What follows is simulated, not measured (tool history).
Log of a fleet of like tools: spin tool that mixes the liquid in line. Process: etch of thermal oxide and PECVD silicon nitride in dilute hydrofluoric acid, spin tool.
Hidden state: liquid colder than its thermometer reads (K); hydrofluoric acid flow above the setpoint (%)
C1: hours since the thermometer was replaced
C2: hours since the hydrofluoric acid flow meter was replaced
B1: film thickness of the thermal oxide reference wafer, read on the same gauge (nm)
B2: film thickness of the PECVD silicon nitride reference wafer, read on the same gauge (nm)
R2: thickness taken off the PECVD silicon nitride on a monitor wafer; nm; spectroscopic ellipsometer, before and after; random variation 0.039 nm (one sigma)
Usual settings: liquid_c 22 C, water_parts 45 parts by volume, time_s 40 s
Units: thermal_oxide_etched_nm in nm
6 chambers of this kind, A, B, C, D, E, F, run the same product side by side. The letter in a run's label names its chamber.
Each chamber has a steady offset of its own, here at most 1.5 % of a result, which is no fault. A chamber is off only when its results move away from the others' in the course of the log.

Run 1C, hour 7.8: usual settings; C1 148.4; C2 1043.9; B1 60.014; B2 39.986. Result: thermal_oxide_etched_nm 3.989 nm, R2 2.2572 nm.
Run 2B, hour 19.7: usual settings; C1 763.6; C2 297.8; B1 60; B2 40.023. Result: thermal_oxide_etched_nm 3.9531 nm, R2 2.2558 nm.
Run 3D, hour 27.5: usual settings; C1 885; C2 686.6; B1 59.98; B2 39.965. Result: thermal_oxide_etched_nm 4.0251 nm, R2 2.2833 nm.
Run 4E, hour 42.8: usual settings; C1 890.3; C2 836.9; B1 60.009; B2 39.999. Result: thermal_oxide_etched_nm 3.9541 nm, R2 2.2415 nm.
Run 5F, hour 50.5: usual settings; C1 1800.6; C2 1515.1; B1 60.001; B2 40.004. Result: thermal_oxide_etched_nm 3.9181 nm, R2 2.2351 nm.
Run 6A, hour 61: usual settings; C1 809.4; C2 677.4; B1 60.002; B2 40.019. Result: thermal_oxide_etched_nm 4.0158 nm, R2 2.1565 nm.
Run 7A, hour 68.8: usual settings; C1 817.2; C2 685.2; B1 60.004; B2 39.991. Result: thermal_oxide_etched_nm 4.041 nm, R2 2.2223 nm.
Run 8F, hour 81.6: usual settings; C1 1831.7; C2 1546.2; B1 59.954; B2 39.98. Result: thermal_oxide_etched_nm 3.9871 nm, R2 2.181 nm.
Run 9C, hour 90.6: usual settings; C1 231.2; C2 1126.7; B1 59.986; B2 39.985. Result: thermal_oxide_etched_nm 3.9477 nm, R2 2.2078 nm.
At hour 97: chamber E: thermometer replaced.
Run 10B, hour 104.7: usual settings; C1 848.6; C2 382.8; B1 59.995; B2 40.006. Result: thermal_oxide_etched_nm 3.9811 nm, R2 2.2201 nm.
At hour 113.8: chamber F: thermometer replaced.
Run 11E, hour 118.1: usual settings; C1 21.2; C2 912.2; B1 60.019; B2 40.006. Result: thermal_oxide_etched_nm 3.9915 nm, R2 2.2519 nm.
Run 12D, hour 127.6: usual settings; C1 985.1; C2 786.7; B1 60.019; B2 40.001. Result: thermal_oxide_etched_nm 4.0434 nm, R2 2.2008 nm.
Run 13C, hour 138.6: usual settings but liquid_c 18 C, water_parts 50 parts by volume; C1 279.2; C2 1174.7; B1 59.968; B2 40.023. Result: thermal_oxide_etched_nm 3.0284 nm, R2 1.5158 nm.
Run 14A, hour 151.5: usual settings but liquid_c 18 C, water_parts 50 parts by volume; C1 899.9; C2 767.9; B1 59.998; B2 39.996. Result: thermal_oxide_etched_nm 3.0773 nm, R2 1.5121 nm.
At hour 156.4: chamber B: thermometer replaced.
Run 15B, hour 164.7: usual settings but liquid_c 18 C, water_parts 50 parts by volume; C1 8.4; C2 442.8; B1 59.998; B2 39.99. Result: thermal_oxide_etched_nm 2.977 nm, R2 1.461 nm.
Run 16F, hour 180.5: usual settings but liquid_c 18 C, water_parts 50 parts by volume; C1 66.8; C2 1645.1; B1 60.018; B2 39.971. Result: thermal_oxide_etched_nm 3.0261 nm, R2 1.5363 nm.
Run 17D, hour 194.1: usual settings but liquid_c 18 C, water_parts 50 parts by volume; C1 1051.6; C2 853.2; B1 60.032; B2 40.06. Result: thermal_oxide_etched_nm 3.0202 nm, R2 1.4992 nm.
Run 18E, hour 205.5: usual settings but liquid_c 18 C, water_parts 50 parts by volume; C1 108.6; C2 999.6; B1 60.002; B2 39.972. Result: thermal_oxide_etched_nm 2.9919 nm, R2 1.5568 nm.
At hour 209.5: chamber D: hydrofluoric acid flow meter replaced.
Run 19F, hour 219: usual settings; C1 105.3; C2 1683.6; B1 60.03; B2 40.033. Result: thermal_oxide_etched_nm 3.9806 nm, R2 2.2636 nm.
Run 20C, hour 226.6: usual settings but liquid_c 25.5 C, water_parts 60 parts by volume; C1 367.2; C2 1262.7; B1 60.018; B2 40.008. Result: thermal_oxide_etched_nm 3.3703 nm, R2 2.0457 nm.
Run 21D, hour 240.6: usual settings but liquid_c 25.5 C, water_parts 60 parts by volume; C1 1098.1; C2 31.2; B1 60.005; B2 40.011. Result: thermal_oxide_etched_nm 3.3883 nm, R2 2.1091 nm.
Run 22A, hour 256.3: usual settings but liquid_c 25.5 C, water_parts 60 parts by volume; C1 1004.7; C2 872.7; B1 60.014; B2 40.006. Result: thermal_oxide_etched_nm 3.433 nm, R2 2.0522 nm.
Run 23E, hour 264.4: usual settings but liquid_c 25.5 C, water_parts 60 parts by volume; C1 167.5; C2 1058.5; B1 60.005; B2 39.986. Result: thermal_oxide_etched_nm 3.3619 nm, R2 2.1195 nm.
Run 24B, hour 274: usual settings but liquid_c 25.5 C, water_parts 60 parts by volume; C1 117.7; C2 552.1; B1 60.033; B2 40.016. Result: thermal_oxide_etched_nm 3.3707 nm, R2 2.1306 nm.
Run 25E, hour 283: usual settings but liquid_c 25.5 C, water_parts 60 parts by volume; C1 186.1; C2 1077.1; B1 59.965; B2 40.02. Result: thermal_oxide_etched_nm 3.3945 nm, R2 2.064 nm.
Run 26A, hour 290.9: usual settings but liquid_c 24.5 C, time_s 25 s; C1 1039.3; C2 907.3; B1 60.024; B2 39.982. Result: thermal_oxide_etched_nm 2.7547 nm, R2 1.6217 nm.
Run 27F, hour 305.7: usual settings but liquid_c 24.5 C, time_s 25 s; C1 192; C2 1770.3; B1 59.987; B2 39.988. Result: thermal_oxide_etched_nm 2.7652 nm, R2 1.6436 nm.
Run 28B, hour 319.7: usual settings but liquid_c 24.5 C, time_s 25 s; C1 163.4; C2 597.8; B1 59.99; B2 39.992. Result: thermal_oxide_etched_nm 2.7341 nm, R2 1.6309 nm.
Run 29D, hour 329.8: usual settings but liquid_c 24.5 C, time_s 25 s; C1 1187.3; C2 120.4; B1 59.977; B2 39.985. Result: thermal_oxide_etched_nm 2.7798 nm, R2 1.6022 nm.
At hour 333.7: chamber B: hydrofluoric acid flow meter replaced.
Run 30C, hour 340.5: usual settings but liquid_c 24.5 C, time_s 25 s; C1 481.1; C2 1376.6; B1 59.99; B2 40.048. Result: thermal_oxide_etched_nm 2.7536 nm, R2 1.6219 nm.
Run 31C, hour 348.9: usual settings but liquid_c 24.5 C, time_s 25 s; C1 489.5; C2 1385; B1 59.992; B2 40.031. Result: thermal_oxide_etched_nm 2.7261 nm, R2 1.6094 nm.
Run 32D, hour 358.8: usual settings; C1 1216.3; C2 149.4; B1 59.985; B2 39.997. Result: thermal_oxide_etched_nm 4.0656 nm, R2 2.1444 nm.
Run 33F, hour 367.5: usual settings; C1 253.8; C2 1832.1; B1 59.988; B2 40.002. Result: thermal_oxide_etched_nm 3.9828 nm, R2 2.2767 nm.
Run 34B, hour 378.2: usual settings; C1 221.9; C2 44.6; B1 59.982; B2 40.021. Result: thermal_oxide_etched_nm 3.9437 nm, R2 2.245 nm.
Run 35A, hour 386.9: usual settings; C1 1135.3; C2 1003.3; B1 59.995; B2 39.997. Result: thermal_oxide_etched_nm 4.076 nm, R2 2.2077 nm.
At hour 388.2: chamber A: hydrofluoric acid flow meter replaced.
Run 36E, hour 398.9: usual settings; C1 302; C2 1193; B1 59.988; B2 40.024. Result: thermal_oxide_etched_nm 3.947 nm, R2 2.2066 nm.
At hour 401.6: chamber E: hydrofluoric acid flow meter replaced.
Run 37A, hour 412.1: usual settings; C1 1160.5; C2 23.9; B1 59.978; B2 39.995. Result: thermal_oxide_etched_nm 4.0222 nm, R2 2.1931 nm.
Run 38E, hour 419.4: usual settings; C1 322.5; C2 17.9; B1 59.985; B2 40.036. Result: thermal_oxide_etched_nm 3.9382 nm, R2 2.1572 nm.
Run 39F, hour 427.3: usual settings; C1 313.6; C2 1891.9; B1 60.021; B2 39.974. Result: thermal_oxide_etched_nm 3.9858 nm, R2 2.1934 nm.
Run 40D, hour 434.1: usual settings; C1 1291.6; C2 224.7; B1 60.022; B2 39.957. Result: thermal_oxide_etched_nm 4.0498 nm, R2 2.2081 nm.
Run 41B, hour 447.3: usual settings; C1 291; C2 113.7; B1 59.979; B2 39.967. Result: thermal_oxide_etched_nm 3.9718 nm, R2 2.1597 nm.
Run 42C, hour 462.5: usual settings; C1 603.1; C2 1498.6; B1 60.004; B2 39.95. Result: thermal_oxide_etched_nm 3.9915 nm, R2 2.2179 nm.

All 6 chambers run these settings next. Forecast each chamber's results:
Run 43A, hour 473.9: usual settings. Result: thermal_oxide_etched_nm ?, R2 ?.
Run 43B, hour 473.9: usual settings. Result: thermal_oxide_etched_nm ?, R2 ?.
Run 43C, hour 473.9: usual settings. Result: thermal_oxide_etched_nm ?, R2 ?.
Run 43D, hour 473.9: usual settings. Result: thermal_oxide_etched_nm ?, R2 ?.
Run 43E, hour 473.9: usual settings. Result: thermal_oxide_etched_nm ?, R2 ?.
Run 43F, hour 473.9: usual settings. Result: thermal_oxide_etched_nm ?, R2 ?.

run  thermal_oxide_etched_nm      R2
43A                   4.1239  2.1526
43B                   3.9307  2.2369
43C                   3.9689   2.221
43D                   4.0082  2.2121
43E                   3.9652  2.1816
43F                   3.9715  2.2516
